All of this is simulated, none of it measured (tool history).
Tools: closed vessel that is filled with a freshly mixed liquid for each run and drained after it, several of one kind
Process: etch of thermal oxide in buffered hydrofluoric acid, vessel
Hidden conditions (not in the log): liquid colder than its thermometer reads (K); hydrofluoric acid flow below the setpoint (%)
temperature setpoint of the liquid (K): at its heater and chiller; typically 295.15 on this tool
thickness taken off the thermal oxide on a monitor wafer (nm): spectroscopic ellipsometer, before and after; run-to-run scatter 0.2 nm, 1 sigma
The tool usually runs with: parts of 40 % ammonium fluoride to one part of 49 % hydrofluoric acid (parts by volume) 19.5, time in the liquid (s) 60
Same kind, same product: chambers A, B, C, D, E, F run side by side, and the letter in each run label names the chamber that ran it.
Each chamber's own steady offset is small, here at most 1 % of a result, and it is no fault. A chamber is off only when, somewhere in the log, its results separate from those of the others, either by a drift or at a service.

run   hour  temperature setpoint of the liquid (K)  parts of 40 % ammonium fluoride to one part of 49 % hydrofluoric acid (parts by volume)  time in the liquid (s)  hours since the thermometer was replaced  hours since the hydrofluoric acid flow meter was replaced  read-back film thickness of the thermal oxide reference wafer, read on the same gauge (nm)  thickness taken off the thermal oxide on a monitor wafer (nm)
 1E      3                                  295.15                                                                                     19.5                      60                                      70.3                                                      758.4                                                                                         120                                                         31.933
 2F    6.7                                  295.15                                                                                     19.5                      60                                    1136.4                                                      860.6                                                                                         120                                                         31.331
 3D   10.2                                  295.15                                                                                     19.5                      60                                     643.5                                                      891.4                                                                                      120.01                                                         30.932
 4A   12.8                                  295.15                                                                                     19.5                      60                                     353.5                                                     1163.9                                                                                      120.01                                                         31.167
      15.4  -- chamber C: thermometer replaced
 5C   17.9                                  295.15                                                                                     19.5                      60                                       2.5                                                      899.9                                                                                         120                                                         31.245
 6B   21.7                                  295.15                                                                                     19.5                      60                                     436.2                                                     1303.3                                                                                      119.99                                                         31.371
 7D   26.8                                  295.15                                                                                     19.5                      60                                     660.1                                                        908                                                                                      120.01                                                         31.389
 8C   29.7                                  295.15                                                                                     19.5                      60                                      14.3                                                      911.7                                                                                         120                                                         31.154
 9A   34.5                                  295.15                                                                                     19.5                      60                                     375.2                                                     1185.6                                                                                         120                                                         30.971
10E   39.3                                  295.15                                                                                     19.5                      60                                     106.6                                                      794.7                                                                                         120                                                         31.409
11F   43.9                                  295.15                                                                                     19.5                      60                                    1173.6                                                      897.8                                                                                      120.02                                                         31.102
12B   47.5                                  295.15                                                                                     19.5                      60                                       462                                                     1329.1                                                                                      119.99                                                         31.277
13B   51.4                                  295.15                                                                                     19.5                      60                                     465.9                                                       1333                                                                                      119.99                                                         31.507
14C   55.9                                  295.15                                                                                     19.5                      60                                      40.5                                                      937.9                                                                                         120                                                         30.925
15D   60.9                                  295.15                                                                                     19.5                      60                                     694.2                                                      942.1                                                                                      119.99                                                         31.339
16A   64.9                                  295.15                                                                                     19.5                      60                                     405.6                                                       1216                                                                                         120                                                          30.96
17F   68.7                                  295.15                                                                                     19.5                      60                                    1198.4                                                      922.6                                                                                      120.01                                                         31.395
18E   72.6                                  295.15                                                                                     19.5                      60                                     139.9                                                        828                                                                                         120                                                         31.465
19A   76.6                                  295.15                                                                                     19.5                      60                                     417.3                                                     1227.7                                                                                      120.01                                                         30.874
20C   81.3                                  295.15                                                                                     19.5                      60                                      65.9                                                      963.3                                                                                         120                                                         30.992
21E   85.9                                  295.15                                                                                     19.5                      45                                     153.2                                                      841.3                                                                                      119.98                                                         23.481
22D   89.7                                  295.15                                                                                     19.5                      45                                       723                                                      970.9                                                                                         120                                                         23.512
23F   92.3                                  295.15                                                                                     19.5                      45                                      1222                                                      946.2                                                                                         120                                                         23.366
24B   96.9                                  295.15                                                                                     19.5                      45                                     511.4                                                     1378.5                                                                                      119.98                                                         23.656
25A  101.2                                  295.15                                                                                     19.5                      45                                     441.9                                                     1252.3                                                                                      120.02                                                         23.048
26E  105.7                                  295.15                                                                                     19.5                      45                                       173                                                      861.1                                                                                      120.01                                                         23.342
27C  111.2                                  295.15                                                                                     19.5                      60                                      95.8                                                      993.2                                                                                         120                                                         31.114
28B  115.1                                  295.15                                                                                       27                      60                                     529.6                                                     1396.7                                                                                         120                                                           24.9
29D  120.6                                  295.15                                                                                       27                      60                                     753.9                                                     1001.8                                                                                      120.01                                                          24.78
30F  123.2                                  295.15                                                                                       27                      60                                    1252.9                                                      977.1                                                                                      120.01                                                         24.789
31F  125.9                                  295.15                                                                                       27                      60                                    1255.6                                                      979.8                                                                                      119.98                                                         24.796
32A  131.3                                  295.15                                                                                       27                      60                                       472                                                     1282.4                                                                                      120.01                                                         24.748
33C  135.4                                  295.15                                                                                       27                      60                                       120                                                     1017.4                                                                                      120.02                                                         24.559
34D  138.8                                  295.15                                                                                     19.5                      60                                     772.1                                                       1020                                                                                      119.99                                                         31.279
35E  142.1                                  295.15                                                                                     19.5                      60                                     209.4                                                      897.5                                                                                         120                                                         31.203
36B    146                                  295.15                                                                                     19.5                      60                                     560.5                                                     1427.6                                                                                         120                                                         31.221
37E  151.3                                  295.15                                                                                     19.5                      60                                     218.6                                                      906.7                                                                                      120.01                                                         31.141
38A    156                                  295.15                                                                                     19.5                      60                                     496.7                                                     1307.1                                                                                      120.02                                                          30.87
39C  159.9                                  295.15                                                                                     19.5                      60                                     144.5                                                     1041.9                                                                                      120.01                                                         31.613
40B  164.4                                  290.15                                                                                     19.5                      60                                     578.9                                                       1446                                                                                         120                                                         23.927
41D  169.3                                  290.15                                                                                     19.5                      60                                     802.6                                                     1050.5                                                                                      120.02                                                         23.438
42F  173.2                                  290.15                                                                                     19.5                      60                                    1302.9                                                     1027.1                                                                                         120                                                          23.13
43A  176.1                                  290.15                                                                                     19.5                      60                                     516.8                                                     1327.2                                                                                         120                                                         23.147

Which is it: a chamber that has drifted or been left off by a service, a gauge drift common to all chambers, or only each chamber's usual small offset? If a chamber is off, name it and its likeliest cause.

All chambers stay in line apart from their small fixed offsets, and the gauge does not drift.

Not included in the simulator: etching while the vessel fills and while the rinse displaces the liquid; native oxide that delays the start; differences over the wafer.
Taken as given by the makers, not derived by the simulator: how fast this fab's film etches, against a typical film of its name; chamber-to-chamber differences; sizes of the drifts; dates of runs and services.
